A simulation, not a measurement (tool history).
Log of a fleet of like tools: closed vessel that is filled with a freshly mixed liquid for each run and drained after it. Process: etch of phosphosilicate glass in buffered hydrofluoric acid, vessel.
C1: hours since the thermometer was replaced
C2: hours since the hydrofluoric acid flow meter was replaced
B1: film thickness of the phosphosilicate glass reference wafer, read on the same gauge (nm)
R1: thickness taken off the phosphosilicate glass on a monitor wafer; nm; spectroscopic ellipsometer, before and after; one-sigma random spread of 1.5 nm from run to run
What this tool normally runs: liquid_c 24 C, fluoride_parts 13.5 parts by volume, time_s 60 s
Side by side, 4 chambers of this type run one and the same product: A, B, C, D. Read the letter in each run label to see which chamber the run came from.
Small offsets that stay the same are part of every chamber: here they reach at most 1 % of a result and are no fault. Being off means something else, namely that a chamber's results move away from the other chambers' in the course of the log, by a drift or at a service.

run 1B hour=9.9 | liquid_c=24 fluoride_parts=13.5 time_s=60 | C1=95.9 C2=1216.4 | B1=99.964 | R1=201.65
run 2C hour=15.6 | liquid_c=24 fluoride_parts=13.5 time_s=60 | C1=222.8 C2=738.2 | B1=99.977 | R1=202.08
run 3D hour=23.8 | liquid_c=24 fluoride_parts=13.5 time_s=60 | C1=1789.6 C2=2408.5 | B1=100.02 | R1=202.98
run 4A hour=28.8 | liquid_c=24 fluoride_parts=13.5 time_s=60 | C1=1269.9 C2=1272 | B1=99.998 | R1=198.16
run 5D hour=35 | liquid_c=24 fluoride_parts=13.5 time_s=60 | C1=1800.8 C2=2419.7 | B1=100.02 | R1=200.49
run 6A hour=40.6 | liquid_c=24 fluoride_parts=13.5 time_s=60 | C1=1281.7 C2=1283.8 | B1=99.984 | R1=200.87
run 7C hour=49.4 | liquid_c=24 fluoride_parts=13.5 time_s=30 | C1=256.6 C2=772 | B1=99.963 | R1=101.92
run 8B hour=59.1 | liquid_c=24 fluoride_parts=13.5 time_s=30 | C1=145.1 C2=1265.6 | B1=99.977 | R1=99.766
run 9D hour=69.1 | liquid_c=24 fluoride_parts=13.5 time_s=30 | C1=1834.9 C2=2453.8 | B1=100.02 | R1=100.25
run 10B hour=75.6 | liquid_c=24 fluoride_parts=13.5 time_s=30 | C1=161.6 C2=1282.1 | B1=100.01 | R1=98.986
run 11C hour=83.4 | liquid_c=24 fluoride_parts=13.5 time_s=60 | C1=290.6 C2=806 | B1=99.961 | R1=201.61
-- hour=83.5 chamber B: hydrofluoric acid flow meter replaced
run 12A hour=89.5 | liquid_c=24 fluoride_parts=13.5 time_s=60 | C1=1330.6 C2=1332.7 | B1=100.03 | R1=198.98
run 13D hour=94.4 | liquid_c=24 fluoride_parts=11 time_s=30 | C1=1860.2 C2=2479.1 | B1=100.02 | R1=124.64
run 14C hour=100 | liquid_c=24 fluoride_parts=11 time_s=30 | C1=307.2 C2=822.6 | B1=100.03 | R1=123.59
run 15A hour=106.7 | liquid_c=24 fluoride_parts=11 time_s=30 | C1=1347.8 C2=1349.9 | B1=100 | R1=121.94
run 16B hour=116.3 | liquid_c=24 fluoride_parts=11 time_s=30 | C1=202.3 C2=32.9 | B1=100.02 | R1=121.01
run 17B hour=122.2 | liquid_c=28.5 fluoride_parts=13.5 time_s=60 | C1=208.2 C2=38.8 | B1=99.966 | R1=254.3
run 18A hour=131.5 | liquid_c=28.5 fluoride_parts=13.5 time_s=60 | C1=1372.6 C2=1374.7 | B1=100 | R1=251.76
run 19C hour=139.9 | liquid_c=28.5 fluoride_parts=13.5 time_s=60 | C1=347.1 C2=862.5 | B1=99.964 | R1=257.93
run 20D hour=148.8 | liquid_c=28.5 fluoride_parts=13.5 time_s=60 | C1=1914.6 C2=2533.5 | B1=99.974 | R1=256.88
run 21B hour=156.8 | liquid_c=24 fluoride_parts=13.5 time_s=60 | C1=242.8 C2=73.4 | B1=99.959 | R1=201.11
run 22A hour=164.1 | liquid_c=24 fluoride_parts=11 time_s=30 | C1=1405.2 C2=1407.3 | B1=100 | R1=123.62
run 23D hour=173.9 | liquid_c=24 fluoride_parts=11 time_s=30 | C1=1939.7 C2=2558.6 | B1=99.951 | R1=123.44
run 24C hour=178.7 | liquid_c=24 fluoride_parts=11 time_s=30 | C1=385.9 C2=901.3 | B1=99.983 | R1=124.95
run 25C hour=186 | liquid_c=24 fluoride_parts=11 time_s=30 | C1=393.2 C2=908.6 | B1=99.996 | R1=123.3
run 26A hour=191.5 | liquid_c=24 fluoride_parts=13.5 time_s=60 | C1=1432.6 C2=1434.7 | B1=100.01 | R1=200.99
run 27D hour=200 | liquid_c=26.5 fluoride_parts=18 time_s=60 | C1=1965.8 C2=2584.7 | B1=99.983 | R1=174.25
run 28B hour=207.8 | liquid_c=26.5 fluoride_parts=18 time_s=60 | C1=293.8 C2=124.4 | B1=99.998 | R1=173
run 29D hour=217.2 | liquid_c=26.5 fluoride_parts=18 time_s=60 | C1=1983 C2=2601.9 | B1=99.987 | R1=171.86
run 30A hour=223.8 | liquid_c=26.5 fluoride_parts=18 time_s=60 | C1=1464.9 C2=1467 | B1=99.966 | R1=169.69
run 31C hour=232.7 | liquid_c=24 fluoride_parts=13.5 time_s=60 | C1=439.9 C2=955.3 | B1=100 | R1=200.63
run 32B hour=238.4 | liquid_c=26.5 fluoride_parts=18 time_s=60 | C1=324.4 C2=155 | B1=100.01 | R1=174.69
run 33C hour=247.7 | liquid_c=26.5 fluoride_parts=18 time_s=60 | C1=454.9 C2=970.3 | B1=99.986 | R1=174.67
run 34D hour=257.3 | liquid_c=26.5 fluoride_parts=18 time_s=60 | C1=2023.1 C2=2642 | B1=100.04 | R1=174.09
run 35B hour=265.6 | liquid_c=26.5 fluoride_parts=18 time_s=60 | C1=351.6 C2=182.2 | B1=100.01 | R1=171.84
run 36A hour=270.1 | liquid_c=24 fluoride_parts=13.5 time_s=60 | C1=1511.2 C2=1513.3 | B1=100 | R1=201.6
run 37B hour=279.3 | liquid_c=24 fluoride_parts=13.5 time_s=60 | C1=365.3 C2=195.9 | B1=99.975 | R1=199.93

Has any chamber moved away from the others, gradually or after a service, or does the common gauge drift, or do the chambers differ only by their own small steady offsets? State the chamber and the most likely cause if one applies.

No chamber is off and the gauge is stable; the differences are just each chamber's small, constant offset.
